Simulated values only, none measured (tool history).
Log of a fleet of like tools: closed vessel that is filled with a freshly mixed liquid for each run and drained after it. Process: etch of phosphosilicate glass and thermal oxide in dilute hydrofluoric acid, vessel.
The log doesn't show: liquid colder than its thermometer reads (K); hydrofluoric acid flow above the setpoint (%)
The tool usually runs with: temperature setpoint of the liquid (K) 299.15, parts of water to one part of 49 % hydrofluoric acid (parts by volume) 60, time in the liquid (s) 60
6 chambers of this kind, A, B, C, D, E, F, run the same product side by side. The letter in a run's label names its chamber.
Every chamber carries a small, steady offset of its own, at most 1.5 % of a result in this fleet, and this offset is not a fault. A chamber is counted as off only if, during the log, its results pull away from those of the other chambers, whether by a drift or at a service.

| run | day | temperature setpoint of the liquid (K) | parts of water to one part of 49 % hydrofluoric acid (parts by volume) | time in the liquid (s) | hours since the thermometer was replaced | hours since the hydrofluoric acid flow meter was replaced | read-back film thickness of the phosphosilicate glass reference wafer, read on the same gauge (nm) | read-back film thickness of the thermal oxide reference wafer, read on the same gauge (nm) | thickness taken off the phosphosilicate glass on a monitor wafer (nm) | thickness taken off the thermal oxide on a monitor wafer (nm) |
|---|---|---|---|---|---|---|---|---|---|---|
| 1A | 0.262 | 299.15 | 60 | 60 | 1086.5 | 11 | 90.032 | 129.99 | 92.647 | 5.738 |
| 2E | 0.504 | 299.15 | 60 | 60 | 783.3 | 1092.6 | 89.998 | 130.03 | 89.88 | 5.695 |
|  | 0.579 | chamber B: hydrofluoric acid flow meter replaced |
| 3F | 0.65 | 299.15 | 60 | 60 | 823.3 | 1571.3 | 90.008 | 129.97 | 92.07 | 5.7668 |
| 4B | 0.883 | 299.15 | 60 | 60 | 813.2 | 7.3 | 89.997 | 130 | 92.343 | 5.638 |
| 5D | 1.104 | 299.15 | 60 | 60 | 1294.7 | 1720.5 | 89.979 | 130.01 | 91.828 | 5.6449 |
| 6C | 1.375 | 299.15 | 60 | 60 | 101.5 | 1524.5 | 89.991 | 129.99 | 89.26 | 5.6835 |
| 7F | 1.608 | 299.15 | 60 | 60 | 846.3 | 1594.3 | 89.995 | 130 | 91.802 | 5.7624 |
| 8B | 1.821 | 299.15 | 60 | 60 | 835.7 | 29.8 | 89.989 | 130 | 91.168 | 5.6027 |
| 9C | 1.975 | 299.15 | 60 | 60 | 115.9 | 1538.9 | 89.98 | 130.01 | 90.308 | 5.6892 |
| 10A | 2.133 | 299.15 | 60 | 60 | 1131.4 | 55.9 | 89.986 | 129.99 | 90.503 | 5.6531 |
| 11D | 2.338 | 299.15 | 60 | 60 | 1324.3 | 1750.1 | 89.992 | 129.97 | 90.96 | 5.6153 |
| 12E | 2.554 | 299.15 | 60 | 60 | 832.5 | 1141.8 | 90.016 | 130.01 | 91.082 | 5.7931 |
| 13E | 2.825 | 299.15 | 60 | 60 | 839 | 1148.3 | 89.996 | 129.98 | 91.631 | 5.671 |
| 14D | 3.029 | 299.15 | 60 | 60 | 1340.9 | 1766.7 | 89.981 | 130.01 | 90.211 | 5.6091 |
| 15C | 3.221 | 299.15 | 60 | 60 | 145.8 | 1568.8 | 90.006 | 130 | 90.877 | 5.732 |
| 16B | 3.454 | 299.15 | 60 | 60 | 874.9 | 69 | 89.998 | 130 | 90.558 | 5.6496 |
| 17A | 3.575 | 299.15 | 60 | 60 | 1166 | 90.5 | 90.017 | 129.98 | 91.578 | 5.7058 |
| 18F | 3.758 | 299.15 | 60 | 60 | 897.9 | 1645.9 | 89.997 | 129.98 | 91.363 | 5.7476 |
| 19A | 3.979 | 299.15 | 60 | 60 | 1175.7 | 100.2 | 90.003 | 130.01 | 90.82 | 5.6569 |
| 20C | 4.104 | 302.65 | 60 | 45 | 167 | 1590 | 89.979 | 129.98 | 76.99 | 4.931 |
| 21F | 4.304 | 302.65 | 60 | 45 | 911 | 1659 | 90.034 | 129.98 | 78.67 | 4.9551 |
|  | 4.429 | chamber F: hydrofluoric acid flow meter replaced |
| 22D | 4.504 | 302.65 | 60 | 45 | 1376.3 | 1802.1 | 90 | 130.02 | 80.135 | 4.8388 |
| 23E | 4.775 | 302.65 | 60 | 45 | 885.8 | 1195.1 | 90.008 | 130.01 | 79.88 | 4.9636 |
| 24B | 4.996 | 302.65 | 60 | 45 | 911.9 | 106 | 90.001 | 129.99 | 77.429 | 4.8517 |
| 25D | 5.171 | 302.65 | 60 | 45 | 1392.3 | 1818.1 | 89.99 | 129.98 | 78.462 | 4.8571 |
| 26F | 5.338 | 299.15 | 60 | 60 | 935.8 | 21.8 | 90.025 | 130.01 | 90.964 | 5.696 |
| 27A | 5.571 | 299.15 | 60 | 60 | 1213.9 | 138.4 | 89.98 | 130 | 90.669 | 5.7875 |
| 28E | 5.742 | 299.15 | 60 | 60 | 909 | 1218.3 | 90.002 | 130 | 90.278 | 5.7052 |
| 29C | 5.929 | 299.15 | 60 | 60 | 210.8 | 1633.8 | 89.988 | 130.02 | 90.275 | 5.6611 |
| 30B | 6.071 | 299.15 | 60 | 60 | 937.7 | 131.8 | 90.001 | 130 | 92.666 | 5.6193 |
| 31B | 6.279 | 299.15 | 60 | 60 | 942.7 | 136.8 | 90.016 | 130 | 91.359 | 5.6009 |
| 32C | 6.425 | 299.15 | 60 | 85 | 222.7 | 1645.7 | 90.038 | 130 | 128.35 | 8.0612 |
| 33A | 6.662 | 299.15 | 60 | 85 | 1240.1 | 164.6 | 89.981 | 129.99 | 127.9 | 8.0626 |
| 34E | 6.788 | 299.15 | 60 | 85 | 934.1 | 1243.4 | 89.99 | 130 | 127.8 | 8.2232 |
| 35D | 7.008 | 299.15 | 60 | 85 | 1436.4 | 1862.2 | 90.009 | 130.01 | 130.02 | 7.9374 |
| 36F | 7.262 | 299.15 | 60 | 85 | 982 | 68 | 90.001 | 130.02 | 128.79 | 8.1174 |
| 37E | 7.442 | 299.15 | 60 | 85 | 949.8 | 1259.1 | 89.992 | 129.99 | 128.66 | 8.1112 |
| 38D | 7.7 | 299.15 | 60 | 60 | 1453 | 1878.8 | 89.995 | 130.03 | 90.306 | 5.6914 |
| 39F | 7.921 | 301.65 | 60 | 30 | 997.8 | 83.8 | 89.976 | 130.01 | 51.146 | 3.1816 |
| 40B | 8.075 | 301.65 | 60 | 30 | 985.8 | 179.9 | 89.992 | 130.02 | 50.915 | 3.1011 |
| 41C | 8.296 | 301.65 | 60 | 30 | 267.6 | 1690.6 | 89.992 | 130.02 | 49.874 | 3.1489 |
| 42A | 8.554 | 301.65 | 60 | 30 | 1285.5 | 210 | 90.009 | 129.99 | 49.151 | 3.1504 |
| 43D | 8.746 | 301.65 | 60 | 30 | 1478.1 | 1903.9 | 90.007 | 129.99 | 50.454 | 3.0738 |

For the next run the whole fleet of 6 chambers uses the same settings. Give each chamber's results:
| 44A | 8.946 | 296.15 | 60 | 60 |  |  |  |  | ? | ? |
| 44B | 8.946 | 296.15 | 60 | 60 |  |  |  |  | ? | ? |
| 44C | 8.946 | 296.15 | 60 | 60 |  |  |  |  | ? | ? |
| 44D | 8.946 | 296.15 | 60 | 60 |  |  |  |  | ? | ? |
| 44E | 8.946 | 296.15 | 60 | 60 |  |  |  |  | ? | ? |
| 44F | 8.946 | 296.15 | 60 | 60 |  |  |  |  | ? | ? |

| run | thickness taken off the phosphosilicate glass on a monitor wafer (nm) | thickness taken off the thermal oxide on a monitor wafer (nm) |
|---|---|---|
| 44A | 80.702 | 5.0424 |
| 44B | 81.15 | 4.9732 |
| 44C | 78.848 | 5.1105 |
| 44D | 81.648 | 4.9614 |
| 44E | 80.512 | 5.0608 |
| 44F | 80.915 | 5.0432 |
